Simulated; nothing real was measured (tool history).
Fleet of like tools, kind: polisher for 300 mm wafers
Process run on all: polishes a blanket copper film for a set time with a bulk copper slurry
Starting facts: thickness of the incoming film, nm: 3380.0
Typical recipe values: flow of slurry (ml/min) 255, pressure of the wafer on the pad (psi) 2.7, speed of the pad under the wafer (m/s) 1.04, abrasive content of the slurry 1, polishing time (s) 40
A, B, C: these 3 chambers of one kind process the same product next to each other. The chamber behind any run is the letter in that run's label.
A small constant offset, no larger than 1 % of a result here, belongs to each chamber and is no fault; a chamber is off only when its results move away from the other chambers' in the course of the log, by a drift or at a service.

| run | hour | flow of slurry (ml/min) | pressure of the wafer on the pad (psi) | speed of the pad under the wafer (m/s) | abrasive content of the slurry | polishing time (s) | film removed (angstrom) |
|---|---|---|---|---|---|---|---|
|  | 3.1 | chamber B: slurry blender recalibrated |
|  | 5.8 | chamber C: slurry blender recalibrated |
| 1A | 11.5 | 255 | 2.7 | 1.04 | 1 | 40 | 3969.3 |
| 2C | 18.6 | 255 | 2.7 | 1.04 | 1 | 40 | 4036.6 |
| 3B | 29.7 | 255 | 2.7 | 1.04 | 1 | 40 | 3979.9 |
|  | 33.1 | chamber A: head pressure recalibrated |
|  | 35.9 | chamber B: worn pad replaced by a new one |
| 4B | 36.0 | 255 | 2.7 | 1.04 | 1 | 40 | 3931.4 |
|  | 37.4 | chamber C: worn pad replaced by a new one |
|  | 37.7 | chamber A: slurry nozzle cleaned |
| 5A | 41.7 | 255 | 2.7 | 1.04 | 1 | 40 | 4016.3 |
| 6C | 47.7 | 255 | 2.7 | 1.04 | 1 | 46 | 4462.4 |
| 7C | 56.4 | 255 | 2.7 | 1.04 | 1 | 46 | 4593.7 |
| 8B | 65.2 | 255 | 2.7 | 1.04 | 1 | 46 | 4446.3 |
|  | 71.3 | chamber A: worn pad replaced by a new one |
| 9A | 73.3 | 255 | 2.7 | 1.04 | 1 | 40 | 4031.2 |
|  | 78.7 | chamber C: head pressure recalibrated |
| 10A | 84.2 | 255 | 2.7 | 1.04 | 1 | 40 | 3973.6 |
| 11C | 89.6 | 255 | 2.7 | 1.04 | 1 | 40 | 3989.7 |
| 12B | 98.2 | 255 | 2.7 | 1.04 | 1 | 40 | 3819.4 |
| 13C | 109.1 | 255 | 2.7 | 1.04 | 1 | 40 | 3946.9 |
| 14B | 117.4 | 255 | 2.7 | 1.04 | 1 | 40 | 3703.5 |
| 15A | 125.5 | 255 | 2.7 | 1.04 | 1 | 40 | 3945.3 |
|  | 132.6 | chamber C: worn pad replaced by a new one |
| 16C | 132.6 | 255 | 2.7 | 1.04 | 1 | 40 | 3970.5 |
|  | 133.6 | chamber B: slurry blender recalibrated |
| 17B | 141.7 | 255 | 2.7 | 1.04 | 1 | 40 | 3687.8 |
|  | 152.2 | chamber B: worn pad replaced by a new one |
| 18A | 152.2 | 255 | 2.1 | 1.04 | 1 | 40 | 3075.9 |
| 19C | 161.5 | 255 | 2.1 | 1.04 | 1 | 40 | 3059.7 |
| 20A | 168.2 | 255 | 2.1 | 1.04 | 1 | 40 | 3120.0 |
|  | 171.9 | chamber B: slurry nozzle cleaned |
| 21B | 176.7 | 255 | 2.0 | 1.04 | 1 | 40 | 2616.8 |

Is one chamber out of step, is the gauge drifting, or do the chambers differ by no more than their own small offsets? For an off chamber, give its letter and the likeliest cause.

Little by little, chamber B moves away from the other chambers.
Likeliest cause: head's pressure below its setpoint, % = 12.3.

Here are 4 candidates for chamber B's next run, each the usual settings with a change, their results left as question marks. Which one brings its results back in line with what the others give on the usual settings?
In-line tolerance around the mean of the other chambers on the usual settings: film removed (angstrom) 150.0
| 22B-1 | 185.6 | 255 | 2.7 | 1.04 | 1 | 38 | ? |
| 22B-2 | 185.6 | 255 | 2.7 | 1.18 | 1 | 40 | ? |
| 22B-3 | 185.6 | 250 | 2.7 | 1.04 | 1 | 35 | ? |
| 22B-4 | 185.6 | 255 | 2.7 | 1.10 | 1 | 40 | ? |

The mean the other chambers reach with the usual settings: film removed (angstrom) 3982.7
| run | film removed (angstrom) |
|---|---|
| 22B-1 | 3312.4 |
| 22B-2 | 3952.2 |
| 22B-3 | 3044.5 |
| 22B-4 | 3686.2 |
It is 22B-2 that realigns the chamber with its peers.
